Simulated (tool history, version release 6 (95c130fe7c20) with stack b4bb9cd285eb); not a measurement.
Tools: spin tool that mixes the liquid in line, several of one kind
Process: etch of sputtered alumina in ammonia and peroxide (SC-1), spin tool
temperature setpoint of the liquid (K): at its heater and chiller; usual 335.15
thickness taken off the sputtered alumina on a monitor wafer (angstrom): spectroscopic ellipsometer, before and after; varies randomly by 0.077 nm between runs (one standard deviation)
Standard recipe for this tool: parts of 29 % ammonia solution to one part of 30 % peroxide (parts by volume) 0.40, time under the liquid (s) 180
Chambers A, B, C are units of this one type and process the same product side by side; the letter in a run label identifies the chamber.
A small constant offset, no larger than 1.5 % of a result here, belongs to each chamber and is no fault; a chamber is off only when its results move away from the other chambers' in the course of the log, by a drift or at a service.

| run | hour | temperature setpoint of the liquid (K) | parts of 29 % ammonia solution to one part of 30 % peroxide (parts by volume) | time under the liquid (s) | read-back film thickness of the sputtered alumina reference wafer, read on the same gauge (nm) | thickness taken off the sputtered alumina on a monitor wafer (angstrom) |
|---|---|---|---|---|---|---|
| 1B | 7.8 | 335.15 | 0.40 | 180 | 90.020 | 147.990 |
| 2A | 14.7 | 335.15 | 0.40 | 180 | 89.992 | 149.100 |
| 3C | 27.4 | 335.15 | 0.40 | 180 | 90.033 | 150.830 |
| 4B | 39.8 | 335.15 | 0.40 | 180 | 90.036 | 147.720 |
| 5A | 48.6 | 335.15 | 0.40 | 275 | 89.983 | 229.360 |
| 6C | 61.5 | 335.15 | 0.40 | 275 | 89.988 | 231.440 |
| 7C | 74.8 | 335.15 | 0.40 | 275 | 89.960 | 227.820 |
| 8B | 83.5 | 335.15 | 0.40 | 180 | 89.982 | 149.090 |
| 9A | 90.4 | 335.15 | 0.40 | 180 | 89.964 | 150.450 |
|  | 92.3 | chamber B: new drum of ammonia solution connected |
| 10A | 97.9 | 335.15 | 0.40 | 180 | 89.979 | 148.900 |
| 11C | 111.7 | 329.15 | 0.50 | 180 | 89.990 | 109.210 |
| 12B | 122.4 | 329.15 | 0.50 | 180 | 90.000 | 110.730 |
| 13A | 130.3 | 329.15 | 0.50 | 180 | 90.022 | 111.060 |
| 14B | 139.6 | 335.15 | 0.45 | 80 | 90.003 | 67.231 |
| 15C | 147.7 | 335.15 | 0.45 | 80 | 89.951 | 66.204 |
|  | 157.6 | chamber A: new drum of ammonia solution connected |
| 16C | 157.8 | 335.15 | 0.45 | 80 | 89.951 | 66.016 |
|  | 160.6 | chamber C: new drum of ammonia solution connected |
|  | 167.6 | chamber A: thermometer replaced |
| 17B | 171.4 | 335.15 | 0.50 | 180 | 90.008 | 151.210 |
| 18A | 183.9 | 335.15 | 0.50 | 180 | 89.991 | 152.910 |
| 19B | 196.2 | 335.15 | 0.50 | 180 | 90.020 | 151.600 |
| 20C | 205.0 | 335.15 | 0.40 | 180 | 89.992 | 144.570 |
| 21A | 214.0 | 335.15 | 0.40 | 180 | 89.982 | 150.920 |
| 22B | 221.4 | 335.15 | 0.40 | 180 | 90.024 | 148.220 |
| 23A | 233.4 | 335.15 | 0.40 | 180 | 89.992 | 149.350 |

Decide between three cases: one chamber stands off from its peers, the gauge reading all wafers drifts, or nothing is wrong past each chamber's small offset. Where a chamber is off, say which and what most likely put it there.

Little by little, chamber C moves away from the other chambers.
Likeliest cause: temperature lost on the way to the wafer (K) = 1.11.
The log may not tell that from: liquid colder than its thermometer reads (K).

Chamber C could run next with any of the 4 candidate recipes listed below; each alters the usual settings, and their results appear as question marks. Which one brings its results back in line with what the other chambers deliver on the usual settings?
A result is in line if it is within this distance of the other chambers' mean on the usual settings: thickness taken off the sputtered alumina on a monitor wafer (angstrom) 2.700
| 24C-1 | 243.3 | 335.15 | 0.60 | 180 |  | ? |
| 24C-2 | 243.3 | 335.15 | 0.35 | 180 |  | ? |
| 24C-3 | 243.3 | 335.15 | 0.25 | 180 |  | ? |
| 24C-4 | 243.3 | 335.15 | 0.45 | 180 |  | ? |

The mean the other chambers reach with the usual settings: thickness taken off the sputtered alumina on a monitor wafer (angstrom) 149.340
| run | thickness taken off the sputtered alumina on a monitor wafer (angstrom) |
|---|---|
| 24C-1 | 148.830 |
| 24C-2 | 141.380 |
| 24C-3 | 136.900 |
| 24C-4 | 144.810 |
With 24C-1, the chamber falls back in line with the rest.
